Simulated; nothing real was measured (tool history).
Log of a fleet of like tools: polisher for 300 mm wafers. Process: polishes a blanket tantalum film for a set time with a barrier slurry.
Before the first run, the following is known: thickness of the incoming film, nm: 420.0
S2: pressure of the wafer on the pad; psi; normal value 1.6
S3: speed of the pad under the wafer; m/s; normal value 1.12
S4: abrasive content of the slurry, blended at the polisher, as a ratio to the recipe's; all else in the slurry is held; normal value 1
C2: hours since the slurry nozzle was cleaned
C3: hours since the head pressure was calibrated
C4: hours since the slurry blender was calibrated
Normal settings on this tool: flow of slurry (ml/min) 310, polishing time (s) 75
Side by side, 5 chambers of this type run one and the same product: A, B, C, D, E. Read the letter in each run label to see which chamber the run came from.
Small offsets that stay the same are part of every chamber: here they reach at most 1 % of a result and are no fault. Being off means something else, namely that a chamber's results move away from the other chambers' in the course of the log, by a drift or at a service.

{"run": "1E", "hour": 9.8, "flow of slurry (ml/min)": 310, "S2": 1.6, "S3": 1.12, "S4": 1, "polishing time (s)": 75, "wafers polished on this pad": 239, "C2": 252.4, "C3": 325.9, "C4": 216.7, "film removed (nm)": 89.9}
{"hour": 16.9, "done": "chamber C: worn pad replaced by a new one"}
{"run": "2A", "hour": 19.2, "flow of slurry (ml/min)": 310, "S2": 1.6, "S3": 1.12, "S4": 1, "polishing time (s)": 75, "wafers polished on this pad": 667, "C2": 597.8, "C3": 815, "C4": 129.7, "film removed (nm)": 89.643}
{"hour": 26.5, "done": "chamber B: head pressure recalibrated"}
{"hour": 28.2, "done": "chamber B: slurry nozzle cleaned"}
{"run": "3D", "hour": 30.7, "flow of slurry (ml/min)": 310, "S2": 1.6, "S3": 1.12, "S4": 1, "polishing time (s)": 75, "wafers polished on this pad": 357, "C2": 251.5, "C3": 163.5, "C4": 210.9, "film removed (nm)": 91.524}
{"hour": 32.6, "done": "chamber B: worn pad replaced by a new one"}
{"hour": 36.6, "done": "chamber C: head pressure recalibrated"}
{"hour": 41.0, "done": "chamber C: slurry blender recalibrated"}
{"run": "4B", "hour": 43.1, "flow of slurry (ml/min)": 310, "S2": 1.6, "S3": 1.12, "S4": 1, "polishing time (s)": 75, "wafers polished on this pad": 92, "C2": 14.9, "C3": 16.7, "C4": 224.6, "film removed (nm)": 91.317}
{"run": "5C", "hour": 51.0, "flow of slurry (ml/min)": 310, "S2": 1.6, "S3": 1.12, "S4": 1, "polishing time (s)": 75, "wafers polished on this pad": 298, "C2": 180.6, "C3": 14.4, "C4": 10.1, "film removed (nm)": 90.805}
{"hour": 55.0, "done": "chamber E: slurry nozzle cleaned"}
{"run": "6D", "hour": 63.7, "flow of slurry (ml/min)": 310, "S2": 1.6, "S3": 1.12, "S4": 1, "polishing time (s)": 75, "wafers polished on this pad": 645, "C2": 284.5, "C3": 196.5, "C4": 243.9, "film removed (nm)": 92.451}
{"hour": 74.3, "done": "chamber B: slurry blender recalibrated"}
{"run": "7C", "hour": 78.5, "flow of slurry (ml/min)": 310, "S2": 1.6, "S3": 1.12, "S4": 1, "polishing time (s)": 75, "wafers polished on this pad": 539, "C2": 208.1, "C3": 41.9, "C4": 37.6, "film removed (nm)": 92.9}
{"run": "8A", "hour": 86.0, "flow of slurry (ml/min)": 310, "S2": 1.6, "S3": 1.12, "S4": 1, "polishing time (s)": 75, "wafers polished on this pad": 1251, "C2": 664.6, "C3": 881.8, "C4": 196.5, "film removed (nm)": 90.773}
{"hour": 87.4, "done": "chamber A: slurry nozzle cleaned"}
{"hour": 91.2, "done": "chamber E: worn pad replaced by a new one"}
{"run": "9E", "hour": 94.8, "flow of slurry (ml/min)": 310, "S2": 1.6, "S3": 1.12, "S4": 1, "polishing time (s)": 75, "wafers polished on this pad": 32, "C2": 39.8, "C3": 410.9, "C4": 301.7, "film removed (nm)": 90.344}
{"run": "10B", "hour": 104.0, "flow of slurry (ml/min)": 310, "S2": 1.6, "S3": 1.12, "S4": 1, "polishing time (s)": 75, "wafers polished on this pad": 624, "C2": 75.8, "C3": 77.6, "C4": 29.8, "film removed (nm)": 91.182}
{"hour": 105.5, "done": "chamber C: worn pad replaced by a new one"}
{"run": "11B", "hour": 119.5, "flow of slurry (ml/min)": 310, "S2": 1.3, "S3": 1.12, "S4": 1.1, "polishing time (s)": 75, "wafers polished on this pad": 760, "C2": 91.3, "C3": 93.1, "C4": 45.3, "film removed (nm)": 77.331}
{"run": "12E", "hour": 128.0, "flow of slurry (ml/min)": 310, "S2": 1.3, "S3": 1.12, "S4": 1.1, "polishing time (s)": 75, "wafers polished on this pad": 322, "C2": 73, "C3": 444.1, "C4": 334.9, "film removed (nm)": 76.152}
{"hour": 130.8, "done": "chamber B: worn pad replaced by a new one"}
{"hour": 132.3, "done": "chamber D: worn pad replaced by a new one"}
{"run": "13A", "hour": 142.9, "flow of slurry (ml/min)": 310, "S2": 1.3, "S3": 1.12, "S4": 1.1, "polishing time (s)": 75, "wafers polished on this pad": 1748, "C2": 55.6, "C3": 938.7, "C4": 253.4, "film removed (nm)": 74.841}
{"run": "14C", "hour": 156.4, "flow of slurry (ml/min)": 310, "S2": 1.3, "S3": 1.12, "S4": 1.1, "polishing time (s)": 75, "wafers polished on this pad": 445, "C2": 286, "C3": 119.8, "C4": 115.5, "film removed (nm)": 77.257}
{"hour": 161.7, "done": "chamber C: slurry blender recalibrated"}
{"run": "15D", "hour": 169.3, "flow of slurry (ml/min)": 310, "S2": 1.3, "S3": 1.12, "S4": 1.1, "polishing time (s)": 75, "wafers polished on this pad": 323, "C2": 390.1, "C3": 302.1, "C4": 349.5, "film removed (nm)": 75.81}
{"run": "16D", "hour": 181.4, "flow of slurry (ml/min)": 310, "S2": 1.6, "S3": 1.12, "S4": 1, "polishing time (s)": 75, "wafers polished on this pad": 429, "C2": 402.2, "C3": 314.2, "C4": 361.6, "film removed (nm)": 90.252}
{"hour": 196.8, "done": "chamber C: worn pad replaced by a new one"}
{"run": "17B", "hour": 197.6, "flow of slurry (ml/min)": 310, "S2": 1.6, "S3": 1.12, "S4": 1, "polishing time (s)": 75, "wafers polished on this pad": 584, "C2": 169.4, "C3": 171.2, "C4": 123.4, "film removed (nm)": 90.841}
{"run": "18C", "hour": 206.2, "flow of slurry (ml/min)": 310, "S2": 1.6, "S3": 1.34, "S4": 1, "polishing time (s)": 75, "wafers polished on this pad": 82, "C2": 335.8, "C3": 169.6, "C4": 44.5, "film removed (nm)": 109.1}
{"hour": 214.5, "done": "chamber E: worn pad replaced by a new one"}
{"hour": 217.7, "done": "chamber E: slurry blender recalibrated"}
{"run": "19A", "hour": 218.2, "flow of slurry (ml/min)": 310, "S2": 1.6, "S3": 1.34, "S4": 1, "polishing time (s)": 75, "wafers polished on this pad": 2406, "C2": 130.9, "C3": 1014, "C4": 328.7, "film removed (nm)": 105.59}
{"run": "20E", "hour": 230.3, "flow of slurry (ml/min)": 310, "S2": 1.6, "S3": 1.34, "S4": 1, "polishing time (s)": 75, "wafers polished on this pad": 138, "C2": 175.3, "C3": 546.4, "C4": 12.7, "film removed (nm)": 110.84}
{"hour": 231.8, "done": "chamber B: worn pad replaced by a new one"}
{"hour": 239.2, "done": "chamber D: slurry blender recalibrated"}
{"run": "21B", "hour": 244.6, "flow of slurry (ml/min)": 310, "S2": 1.6, "S3": 1.34, "S4": 1, "polishing time (s)": 75, "wafers polished on this pad": 112, "C2": 216.4, "C3": 218.2, "C4": 170.4, "film removed (nm)": 109.01}
{"run": "22A", "hour": 255.0, "flow of slurry (ml/min)": 310, "S2": 1.6, "S3": 1.34, "S4": 1, "polishing time (s)": 75, "wafers polished on this pad": 2728, "C2": 167.7, "C3": 1050.8, "C4": 365.5, "film removed (nm)": 104.23}
{"hour": 257.0, "done": "chamber A: slurry blender recalibrated"}
{"run": "23D", "hour": 264.1, "flow of slurry (ml/min)": 310, "S2": 1.6, "S3": 1.12, "S4": 1, "polishing time (s)": 75, "wafers polished on this pad": 1151, "C2": 484.9, "C3": 396.9, "C4": 25, "film removed (nm)": 91.493}
{"hour": 264.7, "done": "chamber D: worn pad replaced by a new one"}
{"run": "24E", "hour": 279.2, "flow of slurry (ml/min)": 310, "S2": 1.6, "S3": 1.12, "S4": 1, "polishing time (s)": 75, "wafers polished on this pad": 566, "C2": 224.2, "C3": 595.3, "C4": 61.6, "film removed (nm)": 91.938}
{"hour": 281.1, "done": "chamber C: slurry blender recalibrated"}
{"run": "25C", "hour": 288.0, "flow of slurry (ml/min)": 310, "S2": 1.6, "S3": 1.12, "S4": 1, "polishing time (s)": 75, "wafers polished on this pad": 797, "C2": 417.6, "C3": 251.4, "C4": 6.9, "film removed (nm)": 89.344}
{"hour": 289.9, "done": "chamber C: worn pad replaced by a new one"}
{"run": "26D", "hour": 301.9, "flow of slurry (ml/min)": 310, "S2": 1.6, "S3": 1.12, "S4": 1, "polishing time (s)": 75, "wafers polished on this pad": 325, "C2": 522.7, "C3": 434.7, "C4": 62.8, "film removed (nm)": 92.854}
{"hour": 304.7, "done": "chamber A: head pressure recalibrated"}
{"hour": 312.2, "done": "chamber B: worn pad replaced by a new one"}
{"run": "27E", "hour": 315.7, "flow of slurry (ml/min)": 310, "S2": 1.6, "S3": 1.12, "S4": 1, "polishing time (s)": 75, "wafers polished on this pad": 885, "C2": 260.7, "C3": 631.8, "C4": 98.1, "film removed (nm)": 90.995}
{"run": "28A", "hour": 328.7, "flow of slurry (ml/min)": 310, "S2": 1.6, "S3": 1.12, "S4": 1, "polishing time (s)": 75, "wafers polished on this pad": 3372, "C2": 241.4, "C3": 24, "C4": 71.8, "film removed (nm)": 86.412}
{"hour": 333.6, "done": "chamber E: slurry nozzle cleaned"}
{"hour": 334.3, "done": "chamber B: slurry nozzle cleaned"}
{"run": "29C", "hour": 341.8, "flow of slurry (ml/min)": 310, "S2": 1.6, "S3": 1.12, "S4": 1, "polishing time (s)": 75, "wafers polished on this pad": 454, "C2": 471.4, "C3": 305.2, "C4": 60.7, "film removed (nm)": 90.504}
{"hour": 342.8, "done": "chamber E: worn pad replaced by a new one"}
{"hour": 353.5, "done": "chamber B: slurry blender recalibrated"}
{"run": "30B", "hour": 358.1, "flow of slurry (ml/min)": 310, "S2": 1.1, "S3": 1.12, "S4": 1, "polishing time (s)": 75, "wafers polished on this pad": 401, "C2": 23.9, "C3": 331.7, "C4": 4.6, "film removed (nm)": 63.225}
{"hour": 365.8, "done": "chamber C: worn pad replaced by a new one"}
{"run": "31D", "hour": 367.8, "flow of slurry (ml/min)": 310, "S2": 1.1, "S3": 1.12, "S4": 1, "polishing time (s)": 75, "wafers polished on this pad": 901, "C2": 588.6, "C3": 500.6, "C4": 128.7, "film removed (nm)": 63.38}
{"run": "32B", "hour": 376.6, "flow of slurry (ml/min)": 310, "S2": 1.1, "S3": 1.12, "S4": 1, "polishing time (s)": 75, "wafers polished on this pad": 563, "C2": 42.4, "C3": 350.2, "C4": 23.1, "film removed (nm)": 62.718}
{"run": "33C", "hour": 384.4, "flow of slurry (ml/min)": 310, "S2": 1.1, "S3": 1.12, "S4": 1, "polishing time (s)": 75, "wafers polished on this pad": 162, "C2": 514, "C3": 347.8, "C4": 103.3, "film removed (nm)": 64.384}
{"hour": 394.2, "done": "chamber D: worn pad replaced by a new one"}
{"run": "34A", "hour": 394.6, "flow of slurry (ml/min)": 310, "S2": 1.1, "S3": 1.12, "S4": 1, "polishing time (s)": 75, "wafers polished on this pad": 3947, "C2": 307.3, "C3": 89.9, "C4": 137.7, "film removed (nm)": 58.161}
{"run": "35E", "hour": 402.8, "flow of slurry (ml/min)": 310, "S2": 1.6, "S3": 1.12, "S4": 1, "polishing time (s)": 75, "wafers polished on this pad": 524, "C2": 69.2, "C3": 718.9, "C4": 185.2, "film removed (nm)": 89.447}
{"run": "36D", "hour": 416.4, "flow of slurry (ml/min)": 310, "S2": 1.6, "S3": 1.12, "S4": 1, "polishing time (s)": 75, "wafers polished on this pad": 194, "C2": 637.2, "C3": 549.2, "C4": 177.3, "film removed (nm)": 92.596}

What goes on in this fleet: one chamber off, a drifting gauge, or nothing beyond the chambers' own small offsets? Name the chamber and the cause, if any.

Little by little, chamber A moves away from the other chambers.
Most likely cause: removal rate lost through wear of the pad, % = 7.44.

Which of the 4 candidates below, each the usual settings with something changed and its results left as question marks, puts chamber A back in line with what the other chambers give on the usual settings?
In line means no further than this from the other chambers' mean on the usual settings: film removed (nm) 3.7
{"run": "37A-1", "hour": 428.1, "flow of slurry (ml/min)": 310, "S2": 1.5, "S3": 1.12, "S4": 1, "polishing time (s)": 69, "film removed (nm)": "?"}
{"run": "37A-2", "hour": 428.1, "flow of slurry (ml/min)": 345, "S2": 1.6, "S3": 1.12, "S4": 1.25, "polishing time (s)": 75, "film removed (nm)": "?"}
{"run": "37A-3", "hour": 428.1, "flow of slurry (ml/min)": 310, "S2": 1.7, "S3": 1.22, "S4": 1, "polishing time (s)": 75, "film removed (nm)": "?"}
{"run": "37A-4", "hour": 428.1, "flow of slurry (ml/min)": 310, "S2": 1.6, "S3": 1.08, "S4": 1, "polishing time (s)": 72, "film removed (nm)": "?"}

What the other chambers average on the usual settings: film removed (nm) 91.475
run=37A-1 film_removed_(nm)=72.279
run=37A-2 film_removed_(nm)=89.821
run=37A-3 film_removed_(nm)=97.219
run=37A-4 film_removed_(nm)=77.638
It is 37A-2 that realigns the chamber with its peers.
